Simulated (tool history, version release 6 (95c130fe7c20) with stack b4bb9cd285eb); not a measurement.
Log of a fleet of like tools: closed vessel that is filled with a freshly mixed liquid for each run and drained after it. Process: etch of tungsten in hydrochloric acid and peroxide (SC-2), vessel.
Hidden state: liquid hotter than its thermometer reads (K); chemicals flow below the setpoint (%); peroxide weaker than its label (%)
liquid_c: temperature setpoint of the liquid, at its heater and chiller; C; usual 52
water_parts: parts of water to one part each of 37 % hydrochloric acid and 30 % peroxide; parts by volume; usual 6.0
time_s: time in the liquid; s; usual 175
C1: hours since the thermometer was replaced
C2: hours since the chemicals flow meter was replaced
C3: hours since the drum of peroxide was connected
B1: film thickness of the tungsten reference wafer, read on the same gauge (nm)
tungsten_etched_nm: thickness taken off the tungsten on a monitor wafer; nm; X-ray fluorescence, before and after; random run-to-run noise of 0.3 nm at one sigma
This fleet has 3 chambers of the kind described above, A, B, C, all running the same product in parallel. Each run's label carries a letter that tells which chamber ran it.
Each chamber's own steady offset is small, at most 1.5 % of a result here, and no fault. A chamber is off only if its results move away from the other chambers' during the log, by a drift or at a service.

{"run": "1A", "hour": 2.6, "liquid_c": 52, "water_parts": 6.0, "time_s": 175, "C1": 35.4, "C2": 591.6, "C3": 198.1, "B1": 120.0, "tungsten_etched_nm": 34.2}
{"run": "2C", "hour": 5.7, "liquid_c": 52, "water_parts": 6.0, "time_s": 175, "C1": 175.7, "C2": 1693.8, "C3": 1179.3, "B1": 119.99, "tungsten_etched_nm": 33.9}
{"run": "3B", "hour": 9.1, "liquid_c": 52, "water_parts": 6.0, "time_s": 175, "C1": 322.7, "C2": 166.3, "C3": 80.0, "B1": 119.96, "tungsten_etched_nm": 33.934}
{"run": "4C", "hour": 11.3, "liquid_c": 52, "water_parts": 6.0, "time_s": 175, "C1": 181.3, "C2": 1699.4, "C3": 1184.9, "B1": 120.07, "tungsten_etched_nm": 33.998}
{"run": "5B", "hour": 14.2, "liquid_c": 52, "water_parts": 6.0, "time_s": 175, "C1": 327.8, "C2": 171.4, "C3": 85.1, "B1": 120.03, "tungsten_etched_nm": 33.846}
{"run": "6A", "hour": 18.2, "liquid_c": 52, "water_parts": 6.0, "time_s": 175, "C1": 51.0, "C2": 607.2, "C3": 213.7, "B1": 120.0, "tungsten_etched_nm": 34.251}
{"run": "7A", "hour": 20.3, "liquid_c": 52, "water_parts": 6.0, "time_s": 175, "C1": 53.1, "C2": 609.3, "C3": 215.8, "B1": 120.01, "tungsten_etched_nm": 33.368}
{"run": "8B", "hour": 22.9, "liquid_c": 52, "water_parts": 5.0, "time_s": 265, "C1": 336.5, "C2": 180.1, "C3": 93.8, "B1": 120.01, "tungsten_etched_nm": 59.446}
{"run": "9C", "hour": 26.2, "liquid_c": 52, "water_parts": 5.0, "time_s": 265, "C1": 196.2, "C2": 1714.3, "C3": 1199.8, "B1": 119.99, "tungsten_etched_nm": 58.695}
{"run": "10B", "hour": 30.2, "liquid_c": 52, "water_parts": 5.0, "time_s": 265, "C1": 343.8, "C2": 187.4, "C3": 101.1, "B1": 120.02, "tungsten_etched_nm": 58.838}
{"run": "11A", "hour": 34.2, "liquid_c": 52, "water_parts": 6.0, "time_s": 175, "C1": 67.0, "C2": 623.2, "C3": 229.7, "B1": 120.03, "tungsten_etched_nm": 33.575}
{"run": "12C", "hour": 36.7, "liquid_c": 52, "water_parts": 6.0, "time_s": 175, "C1": 206.7, "C2": 1724.8, "C3": 1210.3, "B1": 120.01, "tungsten_etched_nm": 34.097}
{"run": "13C", "hour": 39.1, "liquid_c": 52, "water_parts": 6.0, "time_s": 175, "C1": 209.1, "C2": 1727.2, "C3": 1212.7, "B1": 119.97, "tungsten_etched_nm": 34.043}
{"run": "14A", "hour": 42.8, "liquid_c": 52, "water_parts": 6.0, "time_s": 175, "C1": 75.6, "C2": 631.8, "C3": 238.3, "B1": 120.0, "tungsten_etched_nm": 33.296}
{"run": "15B", "hour": 45.7, "liquid_c": 52, "water_parts": 6.0, "time_s": 175, "C1": 359.3, "C2": 202.9, "C3": 116.6, "B1": 120.02, "tungsten_etched_nm": 34.888}
{"run": "16C", "hour": 49.5, "liquid_c": 52, "water_parts": 6.0, "time_s": 175, "C1": 219.5, "C2": 1737.6, "C3": 1223.1, "B1": 120.02, "tungsten_etched_nm": 34.259}
{"run": "17B", "hour": 52.1, "liquid_c": 52, "water_parts": 6.0, "time_s": 175, "C1": 365.7, "C2": 209.3, "C3": 123.0, "B1": 120.06, "tungsten_etched_nm": 35.236}
{"run": "18A", "hour": 55.4, "liquid_c": 52, "water_parts": 6.0, "time_s": 175, "C1": 88.2, "C2": 644.4, "C3": 250.9, "B1": 120.02, "tungsten_etched_nm": 33.703}
{"run": "19B", "hour": 58.7, "liquid_c": 52, "water_parts": 6.0, "time_s": 175, "C1": 372.3, "C2": 215.9, "C3": 129.6, "B1": 120.0, "tungsten_etched_nm": 35.86}
{"run": "20C", "hour": 61.4, "liquid_c": 52, "water_parts": 6.0, "time_s": 175, "C1": 231.4, "C2": 1749.5, "C3": 1235.0, "B1": 119.98, "tungsten_etched_nm": 33.921}
{"run": "21A", "hour": 63.7, "liquid_c": 52, "water_parts": 6.0, "time_s": 175, "C1": 96.5, "C2": 652.7, "C3": 259.2, "B1": 120.01, "tungsten_etched_nm": 33.772}
{"run": "22C", "hour": 65.8, "liquid_c": 52, "water_parts": 6.0, "time_s": 175, "C1": 235.8, "C2": 1753.9, "C3": 1239.4, "B1": 120.0, "tungsten_etched_nm": 34.449}
{"run": "23B", "hour": 69.2, "liquid_c": 49, "water_parts": 6.0, "time_s": 135, "C1": 382.8, "C2": 226.4, "C3": 140.1, "B1": 120.0, "tungsten_etched_nm": 22.631}
{"run": "24A", "hour": 73.2, "liquid_c": 49, "water_parts": 6.0, "time_s": 135, "C1": 106.0, "C2": 662.2, "C3": 268.7, "B1": 119.96, "tungsten_etched_nm": 21.185}
{"run": "25A", "hour": 76.4, "liquid_c": 49, "water_parts": 6.0, "time_s": 135, "C1": 109.2, "C2": 665.4, "C3": 271.9, "B1": 120.02, "tungsten_etched_nm": 21.447}
{"run": "26C", "hour": 78.4, "liquid_c": 52, "water_parts": 6.0, "time_s": 175, "C1": 248.4, "C2": 1766.5, "C3": 1252.0, "B1": 120.03, "tungsten_etched_nm": 34.053}
{"run": "27B", "hour": 80.3, "liquid_c": 52, "water_parts": 6.0, "time_s": 175, "C1": 393.9, "C2": 237.5, "C3": 151.2, "B1": 119.98, "tungsten_etched_nm": 36.054}
{"run": "28C", "hour": 82.8, "liquid_c": 52, "water_parts": 6.0, "time_s": 175, "C1": 252.8, "C2": 1770.9, "C3": 1256.4, "B1": 119.95, "tungsten_etched_nm": 33.954}
{"run": "29B", "hour": 86.5, "liquid_c": 52, "water_parts": 6.0, "time_s": 175, "C1": 400.1, "C2": 243.7, "C3": 157.4, "B1": 120.0, "tungsten_etched_nm": 36.315}
{"run": "30A", "hour": 88.7, "liquid_c": 52, "water_parts": 6.0, "time_s": 175, "C1": 121.5, "C2": 677.7, "C3": 284.2, "B1": 120.01, "tungsten_etched_nm": 33.58}
{"run": "31A", "hour": 91.9, "liquid_c": 52, "water_parts": 7.5, "time_s": 175, "C1": 124.7, "C2": 680.9, "C3": 287.4, "B1": 120.02, "tungsten_etched_nm": 28.925}

Is one chamber off against the others, does the gauge drift, or is nothing wrong? If a chamber is off, say which, and what the likeliest cause is.

Chamber B drifts away from the others.
Likeliest cause: liquid hotter than its thermometer reads (K) = 1.35.
The log might look much the same if the cause were instead: chemicals flow above the setpoint (%).

Below are 4 candidate recipes for chamber B's next run, each the usual settings with a change, their results shown as question marks. Which of them brings B's results back in line with what the other chambers give on the usual settings?
In line here means within this much of the mean the other chambers give on the usual settings: tungsten_etched_nm 1.000 nm
{"run": "32B-1", "hour": 94.9, "liquid_c": 51.5, "water_parts": 6.0, "time_s": 175, "tungsten_etched_nm": "?"}
{"run": "32B-2", "hour": 94.9, "liquid_c": 53.0, "water_parts": 6.0, "time_s": 180, "tungsten_etched_nm": "?"}
{"run": "32B-3", "hour": 94.9, "liquid_c": 50.5, "water_parts": 6.0, "time_s": 175, "tungsten_etched_nm": "?"}
{"run": "32B-4", "hour": 94.9, "liquid_c": 52.5, "water_parts": 6.0, "time_s": 175, "tungsten_etched_nm": "?"}

The other chambers' mean on the usual settings: tungsten_etched_nm 33.912 nm
run=32B-1 tungsten_etched_nm=35.808
run=32B-2 tungsten_etched_nm=40.643
run=32B-3 tungsten_etched_nm=33.530
run=32B-4 tungsten_etched_nm=38.250
Change 32B-3 lands the chamber within the allowed miss of the other chambers.

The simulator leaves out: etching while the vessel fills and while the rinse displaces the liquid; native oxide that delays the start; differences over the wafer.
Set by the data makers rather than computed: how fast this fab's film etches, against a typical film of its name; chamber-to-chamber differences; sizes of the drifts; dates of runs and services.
